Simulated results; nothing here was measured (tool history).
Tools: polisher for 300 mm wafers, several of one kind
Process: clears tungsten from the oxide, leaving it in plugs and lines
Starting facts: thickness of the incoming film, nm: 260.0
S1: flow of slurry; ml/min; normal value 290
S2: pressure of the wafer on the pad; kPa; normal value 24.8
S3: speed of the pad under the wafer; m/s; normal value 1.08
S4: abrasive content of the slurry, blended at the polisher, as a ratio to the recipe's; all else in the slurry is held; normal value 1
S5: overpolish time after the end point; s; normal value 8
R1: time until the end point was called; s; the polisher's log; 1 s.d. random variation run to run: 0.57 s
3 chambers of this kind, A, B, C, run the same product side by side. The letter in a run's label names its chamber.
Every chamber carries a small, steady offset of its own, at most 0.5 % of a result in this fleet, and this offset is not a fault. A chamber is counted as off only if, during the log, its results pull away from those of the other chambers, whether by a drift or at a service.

-- hour=4.8 chamber C: slurry blender recalibrated
run 1C hour=9.6 | S1=290 S2=24.8 S3=1.08 S4=1 S5=8 | R1=58.086
-- hour=10 chamber B: slurry nozzle cleaned
run 2A hour=21.9 | S1=290 S2=24.8 S3=1.08 S4=1 S5=8 | R1=58.567
-- hour=30.8 chamber A: worn pad replaced by a new one
run 3B hour=34.6 | S1=290 S2=24.8 S3=1.08 S4=1 S5=8 | R1=57.908
run 4A hour=42.9 | S1=290 S2=24.8 S3=1.08 S4=1 S5=8 | R1=58.273
run 5C hour=52.1 | S1=290 S2=24.8 S3=1.08 S4=1 S5=8 | R1=58.123
-- hour=59.7 chamber C: worn pad replaced by a new one
run 6B hour=65.2 | S1=290 S2=32.4 S3=1.08 S4=0.85 S5=8 | R1=45.747
run 7A hour=73.8 | S1=290 S2=32.4 S3=1.08 S4=0.85 S5=8 | R1=46.979
-- hour=74.1 chamber B: head pressure recalibrated
run 8C hour=86.3 | S1=290 S2=32.4 S3=1.08 S4=0.85 S5=8 | R1=46.411
-- hour=89.2 chamber A: slurry blender recalibrated
-- hour=91 chamber A: slurry tank refilled with fresh slurry and peroxide
run 9B hour=98.6 | S1=290 S2=24.8 S3=1.08 S4=1 S5=8 | R1=58.126
run 10A hour=107.6 | S1=290 S2=24.8 S3=1.08 S4=1 S5=8 | R1=58.633
-- hour=114.3 chamber C: slurry tank refilled with fresh slurry and peroxide
run 11C hour=115.7 | S1=290 S2=24.8 S3=1.08 S4=1 S5=4 | R1=57.451
run 12B hour=121.7 | S1=290 S2=24.8 S3=1.08 S4=1 S5=4 | R1=57.397
run 13A hour=133.8 | S1=290 S2=24.8 S3=1.08 S4=1 S5=4 | R1=59.179
run 14B hour=142.9 | S1=290 S2=24.8 S3=1.08 S4=1 S5=8 | R1=58.438
-- hour=152.6 chamber C: worn pad replaced by a new one
run 15C hour=152.7 | S1=290 S2=24.8 S3=1.08 S4=1 S5=8 | R1=58.62
-- hour=157.2 chamber A: worn pad replaced by a new one
run 16C hour=163.7 | S1=290 S2=24.8 S3=1.08 S4=1 S5=8 | R1=59.022
-- hour=164.7 chamber B: slurry tank refilled with fresh slurry and peroxide
-- hour=171.4 chamber C: slurry blender recalibrated
run 17B hour=174 | S1=290 S2=24.8 S3=1.08 S4=0.75 S5=8 | R1=63.194
run 18A hour=182.9 | S1=290 S2=24.8 S3=1.08 S4=0.75 S5=8 | R1=61.934
-- hour=190.1 chamber C: slurry nozzle cleaned
run 19A hour=192.8 | S1=290 S2=24.8 S3=1.08 S4=0.75 S5=8 | R1=61.332
run 20B hour=201.2 | S1=290 S2=24.8 S3=1.08 S4=1 S5=8 | R1=59.29
-- hour=202.6 chamber A: slurry blender recalibrated
-- hour=206.1 chamber A: slurry tank refilled with fresh slurry and peroxide
run 21C hour=210 | S1=290 S2=17.2 S3=1.08 S4=1 S5=8 | R1=84.752
run 22C hour=218.3 | S1=290 S2=17.2 S3=1.08 S4=1 S5=8 | R1=83.399
-- hour=229.4 chamber B: slurry blender recalibrated
run 23B hour=229.5 | S1=290 S2=17.2 S3=1.08 S4=1 S5=8 | R1=85.911
run 24A hour=236.3 | S1=290 S2=32.4 S3=1.08 S4=1.25 S5=8 | R1=42.924
run 25A hour=247.8 | S1=290 S2=32.4 S3=1.08 S4=1.25 S5=8 | R1=41.764
-- hour=248 chamber C: worn pad replaced by a new one
run 26B hour=254.4 | S1=290 S2=32.4 S3=1.08 S4=1.25 S5=8 | R1=44.717
run 27C hour=263.9 | S1=290 S2=24.8 S3=1.08 S4=1 S5=8 | R1=57.221
run 28B hour=270.7 | S1=290 S2=24.8 S3=1.08 S4=1 S5=8 | R1=60.739
run 29C hour=277.6 | S1=290 S2=24.8 S3=1.08 S4=1 S5=8 | R1=57.848
run 30A hour=290.3 | S1=290 S2=24.8 S3=1.08 S4=1 S5=8 | R1=59.397
-- hour=294 chamber A: worn pad replaced by a new one
run 31C hour=299.3 | S1=290 S2=24.8 S3=1.08 S4=1 S5=8 | R1=58.23
-- hour=301.6 chamber C: slurry tank refilled with fresh slurry and peroxide
-- hour=304.3 chamber A: slurry nozzle cleaned
run 32B hour=310.9 | S1=290 S2=24.8 S3=1.08 S4=1 S5=8 | R1=60.932
run 33A hour=317.5 | S1=290 S2=24.8 S3=1.08 S4=1 S5=8 | R1=58.456
run 34C hour=323.4 | S1=290 S2=24.8 S3=1.08 S4=1 S5=8 | R1=58.868
run 35B hour=336.8 | S1=290 S2=24.8 S3=1.08 S4=1 S5=8 | R1=62.916

Is one chamber off against the others, does the gauge drift, or is nothing wrong? If a chamber is off, say which, and what the likeliest cause is.

Chamber B drifts away from the others.
Cause: removal rate lost through wear of the pad, % = 7.38.
Not necessarily distinguishable in this log from: head's pressure below its setpoint, %.

Which of the 4 candidates below, each the usual settings with something changed and its results left as question marks, puts chamber B back in line with what the other chambers give on the usual settings?
A result is in line if it is within this distance of the other chambers' mean on the usual settings: R1 2 s
run 36B-1 hour=346.6 | S1=290 S2=22.8 S3=1.08 S4=1 S5=8 | R1=?
run 36B-2 hour=346.6 | S1=295 S2=24.8 S3=1.26 S4=1.05 S5=8 | R1=?
run 36B-3 hour=346.6 | S1=290 S2=26.9 S3=1.08 S4=1 S5=8 | R1=?
run 36B-4 hour=346.6 | S1=200 S2=24.8 S3=1.08 S4=0.6 S5=8 | R1=?

What the other chambers average on the usual settings: R1 58.173 s
run=36B-1 R1=68.207
run=36B-2 R1=53.031
run=36B-3 R1=57.859
run=36B-4 R1=73.354
36B-3 puts the chamber back in line with the other chambers.

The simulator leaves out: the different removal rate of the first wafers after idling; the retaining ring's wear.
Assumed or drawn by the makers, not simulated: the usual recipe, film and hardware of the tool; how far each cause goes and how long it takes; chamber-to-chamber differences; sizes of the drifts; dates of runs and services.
